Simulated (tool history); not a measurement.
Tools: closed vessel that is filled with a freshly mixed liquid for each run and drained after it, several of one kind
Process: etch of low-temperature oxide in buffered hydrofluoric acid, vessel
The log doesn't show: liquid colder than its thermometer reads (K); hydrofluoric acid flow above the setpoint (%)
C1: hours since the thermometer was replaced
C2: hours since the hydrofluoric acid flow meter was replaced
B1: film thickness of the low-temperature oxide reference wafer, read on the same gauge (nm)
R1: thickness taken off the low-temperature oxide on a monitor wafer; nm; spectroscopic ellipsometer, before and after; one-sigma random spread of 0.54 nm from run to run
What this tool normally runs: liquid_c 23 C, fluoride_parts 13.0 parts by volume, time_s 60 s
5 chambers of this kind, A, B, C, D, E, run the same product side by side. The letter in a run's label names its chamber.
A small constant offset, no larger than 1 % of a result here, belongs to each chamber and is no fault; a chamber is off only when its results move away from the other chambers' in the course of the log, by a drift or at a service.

Run 1D, hour 8.6: usual settings; C1 906.9; C2 1186.4; B1 99.994. Result: R1 131.360 nm.
Run 2A, hour 18.0: usual settings; C1 1259.5; C2 155.3; B1 99.970. Result: R1 132.450 nm.
Run 3E, hour 30.3: usual settings; C1 1064.9; C2 501.6; B1 99.983. Result: R1 131.410 nm.
Run 4C, hour 36.4: usual settings; C1 604.7; C2 636.5; B1 99.975. Result: R1 132.670 nm.
Run 5B, hour 46.6: usual settings; C1 1276.5; C2 510.9; B1 100.010. Result: R1 133.160 nm.
Run 6A, hour 59.5: usual settings; C1 1301.0; C2 196.8; B1 100.010. Result: R1 132.800 nm.
Run 7B, hour 65.8: usual settings; C1 1295.7; C2 530.1; B1 100.010. Result: R1 132.470 nm.
Run 8D, hour 78.1: usual settings; C1 976.4; C2 1255.9; B1 100.030. Result: R1 131.150 nm.
Run 9C, hour 84.7: usual settings; C1 653.0; C2 684.8; B1 100.030. Result: R1 132.630 nm.
Run 10E, hour 97.0: usual settings; C1 1131.6; C2 568.3; B1 99.964. Result: R1 131.300 nm.
Run 11B, hour 105.4: usual settings; C1 1335.3; C2 569.7; B1 100.010. Result: R1 131.800 nm.
Run 12E, hour 116.1: usual settings but liquid_c 18 C, time_s 50 s; C1 1150.7; C2 587.4; B1 100.010. Result: R1 82.844 nm.
Run 13D, hour 128.6: usual settings but liquid_c 18 C, time_s 50 s; C1 1026.9; C2 1306.4; B1 99.963. Result: R1 83.111 nm.
Run 14C, hour 138.4: usual settings but liquid_c 18 C, time_s 50 s; C1 706.7; C2 738.5; B1 99.991. Result: R1 84.054 nm.
Run 15A, hour 150.7: usual settings but liquid_c 18 C, time_s 50 s; C1 1392.2; C2 288.0; B1 100.010. Result: R1 82.401 nm.
Run 16C, hour 158.4: usual settings but liquid_c 18 C, time_s 50 s; C1 726.7; C2 758.5; B1 100.010. Result: R1 83.885 nm.
Run 17D, hour 169.8: usual settings; C1 1068.1; C2 1347.6; B1 100.030. Result: R1 132.060 nm.
Run 18B, hour 179.1: usual settings; C1 1409.0; C2 643.4; B1 99.967. Result: R1 133.060 nm.
Run 19E, hour 190.4: usual settings; C1 1225.0; C2 661.7; B1 99.989. Result: R1 130.680 nm.
At hour 192.2: chamber D: thermometer replaced.
Run 20A, hour 203.5: usual settings; C1 1445.0; C2 340.8; B1 99.967. Result: R1 132.010 nm.
Run 21E, hour 215.0: usual settings; C1 1249.6; C2 686.3; B1 100.040. Result: R1 131.490 nm.
Run 22C, hour 224.7: usual settings; C1 793.0; C2 824.8; B1 99.980. Result: R1 133.510 nm.
Run 23D, hour 235.8: usual settings but liquid_c 19 C, time_s 75 s; C1 43.6; C2 1413.6; B1 99.995. Result: R1 131.930 nm.
Run 24A, hour 246.2: usual settings but liquid_c 19 C, time_s 75 s; C1 1487.7; C2 383.5; B1 100.030. Result: R1 132.710 nm.
Run 25B, hour 253.3: usual settings but liquid_c 19 C, time_s 75 s; C1 1483.2; C2 717.6; B1 100.010. Result: R1 132.360 nm.
Run 26D, hour 263.8: usual settings but liquid_c 19 C, time_s 75 s; C1 71.6; C2 1441.6; B1 100.020. Result: R1 131.710 nm.
Run 27A, hour 271.8: usual settings but liquid_c 19 C, time_s 75 s; C1 1513.3; C2 409.1; B1 100.010. Result: R1 132.770 nm.
Run 28E, hour 277.7: usual settings; C1 1312.3; C2 749.0; B1 100.020. Result: R1 131.660 nm.
Run 29B, hour 291.0: usual settings; C1 1520.9; C2 755.3; B1 99.994. Result: R1 132.330 nm.
Run 30C, hour 298.0: usual settings; C1 866.3; C2 898.1; B1 100.040. Result: R1 132.720 nm.
Run 31C, hour 309.2: usual settings; C1 877.5; C2 909.3; B1 99.951. Result: R1 132.220 nm.
Run 32A, hour 318.1: usual settings; C1 1559.6; C2 455.4; B1 99.982. Result: R1 131.430 nm.
Run 33E, hour 330.9: usual settings; C1 1365.5; C2 802.2; B1 99.984. Result: R1 131.130 nm.
Run 34B, hour 342.6: usual settings but fluoride_parts 8.5 parts by volume; C1 1572.5; C2 806.9; B1 100.050. Result: R1 195.420 nm.
Run 35D, hour 349.6: usual settings but fluoride_parts 8.5 parts by volume; C1 157.4; C2 1527.4; B1 99.990. Result: R1 193.850 nm.

For the next run the whole fleet of 5 chambers uses the same settings. Give each chamber's results:
Run 36A, hour 359.2: usual settings but time_s 75 s. Result: R1 ?.
Run 36B, hour 359.2: usual settings but time_s 75 s. Result: R1 ?.
Run 36C, hour 359.2: usual settings but time_s 75 s. Result: R1 ?.
Run 36D, hour 359.2: usual settings but time_s 75 s. Result: R1 ?.
Run 36E, hour 359.2: usual settings but time_s 75 s. Result: R1 ?.

run       R1
36A  164.520
36B  166.670
36C  165.930
36D  164.140
36E  165.030
